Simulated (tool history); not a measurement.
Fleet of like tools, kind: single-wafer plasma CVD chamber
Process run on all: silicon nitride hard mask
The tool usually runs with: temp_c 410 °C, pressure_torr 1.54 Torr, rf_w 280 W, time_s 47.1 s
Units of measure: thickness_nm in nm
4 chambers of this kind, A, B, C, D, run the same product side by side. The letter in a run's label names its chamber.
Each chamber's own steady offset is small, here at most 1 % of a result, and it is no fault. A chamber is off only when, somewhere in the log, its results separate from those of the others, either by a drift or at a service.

run   hour  temp_c  pressure_torr  rf_w  time_s  hours since the last thermocouple change  hours since the last RF generator calibration  hours since the last manometer calibration  read-back reference wafer on the same gauge, thickness_nm  thickness_nm
 1B    6.8     410           1.54   280    47.1                                     312.4                                          589.6                                      1794.7                                                     46.888        50.593
 2C   13.7     410           1.54   280    47.1                                     441.4                                            645                                       993.9                                                     46.946        50.735
 3A   18.9     410           1.54   280    47.1                                     137.6                                          479.7                                      1250.8                                                     46.874         50.72
 4D   24.3     410           1.54   280    47.1                                     543.3                                          292.6                                       260.2                                                     46.916        50.891
 5D     30     410           1.54   280    40.5                                       549                                          298.3                                       265.9                                                     46.897        43.848
 6B   36.4     410           1.54   280    40.5                                       342                                          619.2                                      1824.3                                                     46.884        43.692
 7A   42.8     410           1.54   280    40.5                                     161.5                                          503.6                                      1274.7                                                     46.941        43.518
 8C   47.8     410           1.54   280    40.5                                     475.5                                          679.1                                        1028                                                     46.889        43.856
 9B   50.9     410           1.54   280    47.1                                     356.5                                          633.7                                      1838.8                                                     46.856        50.842
10D   54.8     410           1.54   280    47.1                                     573.8                                          323.1                                       290.7                                                     46.868        50.874
11C   61.8     410           1.54   280    47.1                                     489.5                                          693.1                                        1042                                                     46.909        50.231
12A   66.2     410           1.54   250    54.9                                     184.9                                            527                                      1298.1                                                       46.9        54.065
13A   72.7     410           1.54   250    54.9                                     191.4                                          533.5                                      1304.6                                                     46.978         54.13
14C   78.9     410           1.54   250    54.9                                     506.6                                          710.2                                      1059.1                                                     46.909        54.657
15B   82.9     410           1.54   250    54.9                                     388.5                                          665.7                                      1870.8                                                     46.889        54.853
16D   88.3     410           1.54   280    47.1                                     607.3                                          356.6                                       324.2                                                     46.869        50.887
17B   94.4     410           1.54   280    47.1                                       400                                          677.2                                      1882.3                                                     46.856         51.24
18C   99.2     410           1.54   280    47.1                                     526.9                                          730.5                                      1079.4                                                     46.881         50.15
19A  103.6     410           1.54   280    47.1                                     222.3                                          564.4                                      1335.5                                                      46.91        49.948
20D  108.5     410           1.54   280    47.1                                     627.5                                          376.8                                       344.4                                                     46.886        50.906
21B  115.1     410           1.54   280    47.1                                     420.7                                          697.9                                        1903                                                      46.93        50.845
22D  120.9     410           1.54   280    47.1                                     639.9                                          389.2                                       356.8                                                     46.883        50.908
23C  126.7     403           1.54   280    42.9                                     554.4                                            758                                      1106.9                                                     46.922        46.105
24A    133     403           1.54   280    42.9                                     251.7                                          593.8                                      1364.9                                                     46.861        45.567
25B  138.7     403           1.54   280    42.9                                     444.3                                          721.5                                      1926.6                                                     46.933        46.806
26D  144.2     403           1.54   280    42.9                                     663.2                                          412.5                                       380.1                                                     46.946        46.619
27C  148.2     410           1.54   280    47.1                                     575.9                                          779.5                                      1128.4                                                     46.861        50.718
28A  152.4     410           1.54   280    47.1                                     271.1                                          613.2                                      1384.3                                                     46.883        49.402
29A    156     410           1.54   280    47.1                                     274.7                                          616.8                                      1387.9                                                     46.918        49.112
30D  160.1     410           1.54   280    47.1                                     679.1                                          428.4                                         396                                                      46.88        50.791
31C  163.6     410           1.54   280    47.1                                     591.3                                          794.9                                      1143.8                                                     46.904        51.096
32B  168.1     410           1.54   280    47.1                                     473.7                                          750.9                                        1956                                                     46.909        51.089
33C  172.7     410           1.54   280    47.1                                     600.4                                            804                                      1152.9                                                     46.936        50.746
34B  176.8     410           1.54   280    47.1                                     482.4                                          759.6                                      1964.7                                                     46.899        50.719

All 4 chambers run these settings next. Forecast each chamber's results:
35A  181.9     410            1.8   280    47.1                                                                                                                                                                                                             ?
35B  181.9     410            1.8   280    47.1                                                                                                                                                                                                             ?
35C  181.9     410            1.8   280    47.1                                                                                                                                                                                                             ?
35D  181.9     410            1.8   280    47.1                                                                                                                                                                                                             ?

run  thickness_nm
35A        51.421
35B        53.352
35C        52.695
35D         53.48

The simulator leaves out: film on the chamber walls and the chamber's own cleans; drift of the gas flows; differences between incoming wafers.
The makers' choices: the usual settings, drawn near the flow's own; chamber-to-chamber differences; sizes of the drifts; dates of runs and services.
